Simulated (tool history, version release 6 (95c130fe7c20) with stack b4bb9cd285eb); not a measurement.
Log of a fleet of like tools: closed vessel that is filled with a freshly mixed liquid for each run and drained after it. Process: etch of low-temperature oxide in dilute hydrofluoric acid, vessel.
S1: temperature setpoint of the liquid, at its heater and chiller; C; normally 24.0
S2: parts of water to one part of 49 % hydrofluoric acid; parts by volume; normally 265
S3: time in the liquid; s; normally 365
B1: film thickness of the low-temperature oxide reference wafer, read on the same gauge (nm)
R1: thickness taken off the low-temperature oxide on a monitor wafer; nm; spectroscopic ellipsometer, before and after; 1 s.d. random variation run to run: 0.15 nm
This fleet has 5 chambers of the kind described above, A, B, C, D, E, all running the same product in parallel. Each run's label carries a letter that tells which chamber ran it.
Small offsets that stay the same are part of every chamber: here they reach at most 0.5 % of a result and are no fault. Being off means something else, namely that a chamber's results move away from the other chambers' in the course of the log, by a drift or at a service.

run	hour	S1	S2	S3	B1	R1
1C	10.9	24.0	265	365	30.001	17.680
2B	24.2	24.0	265	365	29.987	17.710
3D	33.4	24.0	265	365	29.989	17.389
4A	47.1	24.0	265	365	29.990	17.955
# hour 53.6: chamber A: hydrofluoric acid flow meter replaced
5E	56.2	27.5	190	365	29.994	30.011
6B	66.2	27.5	190	365	29.993	29.916
7C	74.5	27.5	190	365	30.006	29.739
8D	87.3	27.5	190	365	29.986	29.919
9E	99.1	27.5	190	365	29.994	30.137
10A	112.9	24.0	265	365	30.014	17.540
11E	120.0	24.0	265	365	30.009	17.774
12C	130.0	21.5	265	495	30.014	22.128
13B	142.3	21.5	265	495	29.986	21.907
14A	155.4	21.5	265	495	29.998	21.699
# hour 158.6: chamber A: thermometer replaced
15D	164.9	21.5	265	495	30.003	21.720
16C	178.3	21.5	265	495	30.013	22.121
17A	188.4	24.0	265	365	30.001	17.606
18B	197.5	24.0	265	365	30.031	17.738
19D	204.3	24.0	265	365	29.988	17.912
20E	211.2	24.0	265	365	30.005	17.933
21A	219.1	24.0	265	365	30.000	17.880
22C	232.5	24.0	265	365	30.000	17.510
23E	242.5	24.0	265	365	30.002	18.251
24D	251.5	24.0	265	365	30.009	17.496
25B	264.3	24.0	265	365	29.983	17.636
26B	276.6	24.0	265	575	29.987	27.600
27A	289.3	24.0	265	575	29.989	27.509
28D	298.9	24.0	265	575	29.992	27.669
29C	311.8	24.0	265	575	30.029	27.894
30E	321.1	24.0	265	575	29.996	29.141
31E	328.8	28.0	205	365	29.986	29.774
# hour 338.5: chamber B: thermometer replaced
32B	341.1	28.0	205	365	29.992	27.983
# hour 342.5: chamber D: hydrofluoric acid flow meter replaced
33A	353.6	28.0	205	365	29.997	28.519
34C	360.0	28.0	205	365	30.001	27.892
35D	368.3	28.0	205	365	30.025	27.706
36C	377.9	24.0	265	365	30.002	17.810
37A	384.1	24.0	265	365	29.993	17.440
# hour 387.7: chamber D: thermometer replaced
38E	392.0	24.0	265	365	30.005	18.583
39B	398.5	24.0	265	365	29.999	17.766
40D	406.3	24.0	265	365	29.989	17.536
41A	415.7	24.0	265	365	29.996	17.499
42B	422.8	24.0	265	365	30.007	17.762
43D	432.2	24.0	265	365	29.992	17.272
44E	444.1	24.0	265	365	30.003	19.137

One chamber off, gauge drift, or nothing amiss beyond the chambers' own small offsets? If it is a chamber, which one, and what is the likeliest cause?

One chamber, E, drifts off from the rest bit by bit.
Likeliest cause: hydrofluoric acid flow above the setpoint (%) = 6.39.
The log may not separate it from: liquid hotter than its thermometer reads (K).

Here are 4 candidates for chamber E's next run, each the usual settings with a change, their results left as question marks. Which one brings its results back in line with what the others give on the usual settings?
Counts as in line when no further than this from what the other chambers average on the usual settings: R1 0.510 nm
45E-1	453.9	24.0	250	365		?
45E-2	453.9	24.0	250	385		?
45E-3	453.9	22.0	265	365		?
45E-4	453.9	20.5	265	365		?

Other chambers, usual settings, mean: R1 17.640 nm
run	R1
45E-1	20.587
45E-2	21.715
45E-3	17.803
45E-4	16.855
It is 45E-3 that realigns the chamber with its peers.

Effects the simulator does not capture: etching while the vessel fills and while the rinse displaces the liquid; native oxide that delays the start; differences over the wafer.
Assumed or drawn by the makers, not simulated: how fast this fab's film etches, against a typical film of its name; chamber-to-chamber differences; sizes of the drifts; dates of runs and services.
